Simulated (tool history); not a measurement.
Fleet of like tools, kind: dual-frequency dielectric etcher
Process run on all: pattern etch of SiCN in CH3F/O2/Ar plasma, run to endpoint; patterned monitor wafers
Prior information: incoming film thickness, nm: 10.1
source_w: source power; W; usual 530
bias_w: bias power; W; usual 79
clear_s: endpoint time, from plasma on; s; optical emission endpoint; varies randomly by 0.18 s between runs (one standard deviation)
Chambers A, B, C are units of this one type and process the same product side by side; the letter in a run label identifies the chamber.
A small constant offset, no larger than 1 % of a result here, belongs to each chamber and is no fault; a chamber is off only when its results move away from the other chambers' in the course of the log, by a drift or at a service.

run   hour  source_w  bias_w  clear_s
       0.9  -- chamber C: wet clean of the chamber
 1C    7.5       530      79   23.593
 2A   13.2       530      79    23.36
 3B   21.8       530      79   23.715
 4C   28.6       530      79   23.886
 5A   38.1       530      79   23.418
 6B   47.8       530      79   23.675
      49.1  -- chamber B: bias power generator calibrated
 7B   58.1       530      79   23.657
 8C   63.1       530      79   23.381
 9A   71.1       530      79   23.731
10B   80.8       530      79   23.779
11A   90.6       530      79   23.514
12C   97.8       460      72   25.424
13B  107.7       460      72   25.827
     111.2  -- chamber B: wet clean of the chamber
14A  113.2       460      72    25.51
15C  118.9       530      79   23.504
16B  126.5       530      79   22.639
17C  136.5       530      79   23.387
18A  143.4       530      79   23.291
19B  149.1       530      79   22.512
20C  159.4       530      79   23.891
21A  166.7       530      79   23.692
22C  171.6       530      79   23.666
23B  178.1       530      79   22.694
24A  183.4       530      79   23.335
25B  192.5       530      79   22.838
26C  198.6       530      79   23.463
27A  206.9       530      79   23.525
28A  212.9       530      79   23.285
29C  221.8       530      79   23.576
30B  230.2       530      79   22.343
     237.5  -- chamber A: wet clean of the chamber
31C  237.9       530      79   23.696
32B  244.7       530      79   22.413
33A  252.7       530      79   23.373
34C  260.1       530      79   23.593
35A  267.4       530      59   26.032
36B  277.7       530      59   25.045
37A  285.6       530      59   25.993
38B  290.7       530      79   22.695
39C  295.4       530      79   23.968
40B  301.8       450      71   24.674
41C    312       450      71   25.659
42A  317.8       450      71   25.879
43C  323.9       530      79   23.698

Is one chamber off against the others, does the gauge drift, or is nothing wrong? If a chamber is off, say which, and what the likeliest cause is.

A service left chamber B off against the others.
Cause: etch rate over this chamber's usual, % = 4.55.

Below are 4 candidate recipes for chamber B's next run, each the usual settings with a change, their results shown as question marks. Which of them brings B's results back in line with what the other chambers give on the usual settings?
In line here means within this much of the mean the other chambers give on the usual settings: clear_s 0.62 s
44B-1  331.3       590      79        ?
44B-2  331.3       600      89        ?
44B-3  331.3       460      69        ?
44B-4  331.3       530      69        ?

On the usual settings, the other chambers give on average: clear_s 23.533 s
  run  clear_s
44B-1   21.668
44B-2    20.63
44B-3   24.939
44B-4   23.654
The answer is 44B-4, which returns the chamber to within the allowed miss of the others.
